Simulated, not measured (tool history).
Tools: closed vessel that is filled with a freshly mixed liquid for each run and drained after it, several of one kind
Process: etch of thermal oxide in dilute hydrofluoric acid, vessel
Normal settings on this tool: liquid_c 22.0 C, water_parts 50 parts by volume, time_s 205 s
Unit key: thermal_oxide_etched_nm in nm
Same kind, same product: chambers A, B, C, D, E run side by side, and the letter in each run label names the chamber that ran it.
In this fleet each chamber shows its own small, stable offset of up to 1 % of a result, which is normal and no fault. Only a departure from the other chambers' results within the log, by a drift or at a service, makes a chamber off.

run   hour  liquid_c  water_parts  time_s  read-back film thickness of the thermal oxide reference wafer, read on the same gauge (nm)  thermal_oxide_etched_nm
 1C   13.3      22.0           50     205                                                                                      69.977                   18.763
 2D   24.8      22.0           50     205                                                                                      69.999                   18.941
 3E   33.3      22.0           50     205                                                                                      70.009                   18.649
 4A   44.6      22.0           50     205                                                                                      69.992                   18.915
 5B   51.1      22.0           30     125                                                                                      69.996                   19.817
 6A   60.8      22.0           30     125                                                                                      69.985                   19.754
 7C   68.4      22.0           30     125                                                                                      70.013                   19.332
 8E   75.4      22.0           30     125                                                                                      70.001                   19.810
 9B   82.7      22.0           30     125                                                                                      69.996                   19.387
10D   96.2      22.0           50     205                                                                                      69.985                   18.611
11B  102.8      22.0           50     205                                                                                      70.017                   18.835
12E  116.0      22.0           50     205                                                                                      69.981                   18.841
13A  127.1      22.0           50     205                                                                                      70.011                   19.396
14C  134.5      22.0           50     205                                                                                      70.018                   18.880
     138.6  -- chamber A: thermometer replaced
15D  141.0      22.0           50     205                                                                                      69.982                   18.840
16C  150.3      22.0           50     205                                                                                      69.992                   19.086
17B  163.3      22.0           50     205                                                                                      70.011                   18.936
18E  173.6      22.0           50     205                                                                                      69.963                   18.680
19A  180.7      22.0           50     205                                                                                      70.000                   19.544
20D  190.4      22.0           50     205                                                                                      69.986                   18.665
21A  202.6      22.0           50     205                                                                                      70.018                   19.736
22E  211.9      22.0           50     205                                                                                      69.973                   18.740
23B  219.3      22.0           50     205                                                                                      69.982                   18.932
24D  226.9      22.0           50     205                                                                                      70.025                   18.870
25C  238.9      22.0           50     205                                                                                      69.979                   18.861
26B  250.8      22.0           50     205                                                                                      69.995                   19.067
27D  263.5      25.0           40     205                                                                                      69.971                   26.923
28C  274.0      25.0           40     205                                                                                      69.998                   26.909
29E  283.9      25.0           40     205                                                                                      70.008                   27.114
30A  289.8      25.0           40     205                                                                                      70.022                   28.560
31E  299.3      25.0           40     205                                                                                      69.968                   27.171
32B  308.3      22.0           50     205                                                                                      69.992                   19.040
33C  321.6      22.0           50     205                                                                                      70.022                   18.982
34D  333.0      22.0           50     205                                                                                      70.035                   18.800
35A  344.2      22.0           50     205                                                                                      70.011                   19.996
     350.3  -- chamber C: hydrofluoric acid flow meter replaced
36B  354.4      19.5           50     205                                                                                      69.994                   16.826
37D  366.3      19.5           50     205                                                                                      69.951                   16.839
38C  375.7      19.5           50     205                                                                                      70.033                   16.883
39E  387.2      19.5           50     205                                                                                      70.006                   16.907
40A  396.2      19.5           50     205                                                                                      70.032                   18.142

For the next run the whole fleet of 5 chambers uses the same settings. Give each chamber's results:
41A  405.8      24.5           50     205                                                                                                                    ?
41B  405.8      24.5           50     205                                                                                                                    ?
41C  405.8      24.5           50     205                                                                                                                    ?
41D  405.8      24.5           50     205                                                                                                                    ?
41E  405.8      24.5           50     205                                                                                                                    ?

run  thermal_oxide_etched_nm
41A                   22.444
41B                   20.870
41C                   21.137
41D                   20.979
41E                   21.020
